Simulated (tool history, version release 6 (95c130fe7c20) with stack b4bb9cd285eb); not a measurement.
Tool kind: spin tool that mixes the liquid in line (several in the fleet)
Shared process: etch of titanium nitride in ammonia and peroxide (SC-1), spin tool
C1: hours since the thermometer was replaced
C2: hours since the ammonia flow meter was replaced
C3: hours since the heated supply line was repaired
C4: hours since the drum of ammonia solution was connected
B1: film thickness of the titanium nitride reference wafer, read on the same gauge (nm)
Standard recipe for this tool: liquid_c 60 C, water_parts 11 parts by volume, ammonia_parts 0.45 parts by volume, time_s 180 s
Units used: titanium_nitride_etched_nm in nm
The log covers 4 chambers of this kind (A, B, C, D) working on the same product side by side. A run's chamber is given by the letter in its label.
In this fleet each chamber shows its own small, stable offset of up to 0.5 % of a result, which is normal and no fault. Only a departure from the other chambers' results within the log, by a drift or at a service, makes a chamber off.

At day 0.05: chamber C: new drum of ammonia solution connected.
Run 1C, day 0.162: usual settings; C1 778.4; C2 863.3; C3 1043.6; C4 2.7; B1 30.012. Result: titanium_nitride_etched_nm 15.334 nm.
Run 2D, day 0.329: usual settings; C1 959.5; C2 1403.1; C3 3174.7; C4 368.9; B1 29.995. Result: titanium_nitride_etched_nm 15.506 nm.
Run 3B, day 0.488: usual settings; C1 1155.4; C2 349; C3 1032.5; C4 435.9; B1 29.995. Result: titanium_nitride_etched_nm 15.428 nm.
At day 0.642: chamber A: ammonia flow meter replaced.
Run 4A, day 0.646: usual settings; C1 80.6; C2 0.2; C3 607.6; C4 31.8; B1 30.008. Result: titanium_nitride_etched_nm 15.295 nm.
Run 5D, day 0.804: usual settings; C1 970.9; C2 1414.5; C3 3186.1; C4 380.3; B1 29.974. Result: titanium_nitride_etched_nm 15.327 nm.
Run 6A, day 0.933: usual settings; C1 87.5; C2 7.1; C3 614.5; C4 38.7; B1 29.967. Result: titanium_nitride_etched_nm 15.167 nm.
Run 7C, day 1.088: usual settings; C1 800.6; C2 885.5; C3 1065.8; C4 24.9; B1 30.025. Result: titanium_nitride_etched_nm 15.155 nm.
Run 8B, day 1.242: usual settings; C1 1173.5; C2 367.1; C3 1050.6; C4 454; B1 29.999. Result: titanium_nitride_etched_nm 15.503 nm.
Run 9A, day 1.417: usual settings; C1 99.1; C2 18.7; C3 626.1; C4 50.3; B1 30.008. Result: titanium_nitride_etched_nm 15.394 nm.
Run 10B, day 1.496: usual settings; C1 1179.6; C2 373.2; C3 1056.7; C4 460.1; B1 29.993. Result: titanium_nitride_etched_nm 15.297 nm.
Run 11D, day 1.675: usual settings; C1 991.8; C2 1435.4; C3 3207; C4 401.2; B1 29.968. Result: titanium_nitride_etched_nm 15.499 nm.
Run 12C, day 1.758: usual settings; C1 816.7; C2 901.6; C3 1081.9; C4 41; B1 30.004. Result: titanium_nitride_etched_nm 15.036 nm.
Run 13C, day 1.95: usual settings but liquid_c 52 C; C1 821.3; C2 906.2; C3 1086.5; C4 45.6; B1 29.984. Result: titanium_nitride_etched_nm 8.824 nm.
Run 14B, day 2.088: usual settings but liquid_c 52 C; C1 1193.8; C2 387.4; C3 1070.9; C4 474.3; B1 30.016. Result: titanium_nitride_etched_nm 8.9804 nm.
Run 15A, day 2.221: usual settings but liquid_c 52 C; C1 118.4; C2 38; C3 645.4; C4 69.6; B1 30.009. Result: titanium_nitride_etched_nm 9.0094 nm.
Run 16D, day 2.308: usual settings but liquid_c 52 C; C1 1007; C2 1450.6; C3 3222.2; C4 416.4; B1 30.011. Result: titanium_nitride_etched_nm 9.0872 nm.
Run 17C, day 2.492: usual settings; C1 834.3; C2 919.2; C3 1099.5; C4 58.6; B1 29.978. Result: titanium_nitride_etched_nm 14.85 nm.
Run 18A, day 2.625: usual settings; C1 128.1; C2 47.7; C3 655.1; C4 79.3; B1 30.017. Result: titanium_nitride_etched_nm 15.364 nm.
Run 19B, day 2.742: usual settings; C1 1209.5; C2 403.1; C3 1086.6; C4 490; B1 30. Result: titanium_nitride_etched_nm 15.407 nm.
Run 20D, day 2.842: usual settings but water_parts 9 parts by volume, time_s 235 s; C1 1019.8; C2 1463.4; C3 3235; C4 429.2; B1 30.019. Result: titanium_nitride_etched_nm 22.39 nm.
Run 21C, day 2.938: usual settings but water_parts 9 parts by volume, time_s 235 s; C1 845; C2 929.9; C3 1110.2; C4 69.3; B1 30.003. Result: titanium_nitride_etched_nm 21.269 nm.
Run 22D, day 3.062: usual settings but water_parts 9 parts by volume, time_s 235 s; C1 1025.1; C2 1468.7; C3 3240.3; C4 434.5; B1 30.016. Result: titanium_nitride_etched_nm 22.566 nm.
Run 23A, day 3.154: usual settings but water_parts 9 parts by volume, time_s 235 s; C1 140.8; C2 60.4; C3 667.8; C4 92; B1 30.008. Result: titanium_nitride_etched_nm 22.251 nm.
Run 24B, day 3.304: usual settings but liquid_c 51.5 C, time_s 275 s; C1 1223; C2 416.6; C3 1100.1; C4 503.5; B1 30.019. Result: titanium_nitride_etched_nm 13.334 nm.
Run 25B, day 3.404: usual settings but liquid_c 51.5 C, time_s 275 s; C1 1225.4; C2 419; C3 1102.5; C4 505.9; B1 30.001. Result: titanium_nitride_etched_nm 13.051 nm.
Run 26C, day 3.533: usual settings but liquid_c 51.5 C, time_s 275 s; C1 859.3; C2 944.2; C3 1124.5; C4 83.6; B1 29.985. Result: titanium_nitride_etched_nm 12.47 nm.
Run 27A, day 3.638: usual settings but liquid_c 51.5 C, time_s 275 s; C1 152.4; C2 72; C3 679.4; C4 103.6; B1 29.977. Result: titanium_nitride_etched_nm 13.113 nm.
Run 28D, day 3.746: usual settings but ammonia_parts 0.25 parts by volume; C1 1041.5; C2 1485.1; C3 3256.7; C4 450.9; B1 29.99. Result: titanium_nitride_etched_nm 13.913 nm.
Run 29C, day 3.929: usual settings but ammonia_parts 0.25 parts by volume; C1 868.8; C2 953.7; C3 1134; C4 93.1; B1 30.008. Result: titanium_nitride_etched_nm 13.095 nm.
Run 30B, day 4.075: usual settings but ammonia_parts 0.25 parts by volume; C1 1241.5; C2 435.1; C3 1118.6; C4 522; B1 29.997. Result: titanium_nitride_etched_nm 13.651 nm.
Run 31D, day 4.204: usual settings but ammonia_parts 0.25 parts by volume; C1 1052.5; C2 1496.1; C3 3267.7; C4 461.9; B1 29.983. Result: titanium_nitride_etched_nm 13.797 nm.
Run 32A, day 4.312: usual settings; C1 168.6; C2 88.2; C3 695.6; C4 119.8; B1 30.021. Result: titanium_nitride_etched_nm 15.335 nm.
Run 33A, day 4.454: usual settings; C1 172; C2 91.6; C3 699; C4 123.2; B1 30. Result: titanium_nitride_etched_nm 15.231 nm.
Run 34B, day 4.633: usual settings; C1 1254.9; C2 448.5; C3 1132; C4 535.4; B1 30.034. Result: titanium_nitride_etched_nm 15.241 nm.
Run 35D, day 4.771: usual settings; C1 1066.1; C2 1509.7; C3 3281.3; C4 475.5; B1 30.024. Result: titanium_nitride_etched_nm 15.316 nm.
Run 36C, day 4.925: usual settings; C1 892.7; C2 977.6; C3 1157.9; C4 117; B1 30.014. Result: titanium_nitride_etched_nm 14.135 nm.
Run 37B, day 5.1: usual settings; C1 1266.1; C2 459.7; C3 1143.2; C4 546.6; B1 29.998. Result: titanium_nitride_etched_nm 15.297 nm.

All 4 chambers run these settings next. Forecast each chamber's results:
Run 38A, day 5.238: usual settings but water_parts 13 parts by volume. Result: titanium_nitride_etched_nm ?.
Run 38B, day 5.238: usual settings but water_parts 13 parts by volume. Result: titanium_nitride_etched_nm ?.
Run 38C, day 5.238: usual settings but water_parts 13 parts by volume. Result: titanium_nitride_etched_nm ?.
Run 38D, day 5.238: usual settings but water_parts 13 parts by volume. Result: titanium_nitride_etched_nm ?.

run  titanium_nitride_etched_nm
38A                       14.02
38B                      13.947
38C                       12.89
38D                      14.234
